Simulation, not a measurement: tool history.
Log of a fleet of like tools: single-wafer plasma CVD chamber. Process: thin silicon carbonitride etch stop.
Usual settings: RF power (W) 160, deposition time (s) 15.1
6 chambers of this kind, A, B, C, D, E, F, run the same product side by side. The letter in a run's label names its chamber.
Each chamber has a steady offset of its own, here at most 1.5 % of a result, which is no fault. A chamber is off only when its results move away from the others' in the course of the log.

run,hour,RF power (W),deposition time (s),hours since the last thermocouple change,hours since the last RF generator calibration,"read-back reference wafer on the same gauge, thickness_nm",mean film thickness on the monitor wafer (angstrom)
1A,8.5,160,15.1,364.3,1389.8,7.2325,80.992
# hour 21.5: chamber D: RF generator calibrated
2C,21.8,160,15.1,1358.5,53.5,7.2304,81.271
3E,36.1,160,15.1,1984.7,115.3,7.2371,80.670
4D,48.8,160,15.1,1503.2,27.4,7.2331,80.492
5F,56.7,160,15.1,855.9,1120.1,7.2333,81.307
6B,72.2,160,15.1,925.6,909.4,7.2314,79.204
7B,81.2,160,15.1,934.6,918.4,7.2368,78.906
8C,91.6,160,15.1,1428.3,123.3,7.2318,81.011
9E,106.9,170,15.1,2055.5,186.1,7.2257,81.853
10F,114.2,170,15.1,913.4,1177.6,7.2367,82.289
11D,121.5,170,15.1,1575.9,100.1,7.2377,81.447
12A,137.2,170,15.1,493.0,1518.5,7.2276,82.599
13A,147.4,170,15.1,503.2,1528.7,7.2287,82.927
14C,161.6,170,15.1,1498.3,193.3,7.2349,82.736
# hour 168.7: chamber E: thermocouple changed; heater temperature recalibrated
15E,168.7,160,15.1,0.1,247.9,7.2293,80.505
16D,178.7,160,15.1,1633.1,157.3,7.2266,80.940
17F,193.4,160,15.1,992.6,1256.8,7.2327,80.906
18B,206.0,160,15.1,1059.4,1043.2,7.2293,79.202
19F,214.7,160,15.1,1013.9,1278.1,7.2383,81.015
20E,222.0,160,15.1,53.4,301.2,7.2301,80.221
21B,235.7,180,18.0,1089.1,1072.9,7.2271,97.575
# hour 244.1: chamber C: thermocouple changed; heater temperature recalibrated
22D,244.5,180,18.0,1698.9,223.1,7.2325,99.079
23C,259.8,180,18.0,15.7,291.5,7.2306,99.296
24A,275.5,180,18.0,631.3,1656.8,7.2317,100.320
25D,282.7,180,18.0,1737.1,261.3,7.2294,99.018
26A,290.2,180,18.0,646.0,1671.5,7.2323,100.590
27E,299.5,160,15.1,130.9,378.7,7.2298,80.224
28C,310.6,140,16.4,66.5,342.3,7.2257,85.287
29F,323.4,140,16.4,1122.6,1386.8,7.2279,84.479
30B,335.0,140,16.4,1188.4,1172.2,7.2223,83.245
31E,347.6,140,16.4,179.0,426.8,7.2268,83.358
32F,362.7,140,16.4,1161.9,1426.1,7.2292,84.294
33B,373.2,140,16.4,1226.6,1210.4,7.2342,83.513
34D,387.9,135,17.3,1842.3,366.5,7.2225,86.862
35C,399.4,135,17.3,155.3,431.1,7.2293,88.259
36A,413.1,135,17.3,768.9,1794.4,7.2283,88.620
37A,420.6,135,17.3,776.4,1801.9,7.2249,88.314

What goes on in this fleet: one chamber off, a drifting gauge, or nothing beyond the chambers' own small offsets? Name the chamber and the cause, if any.

No chamber stands off beyond its own small offset, and the gauge holds steady.
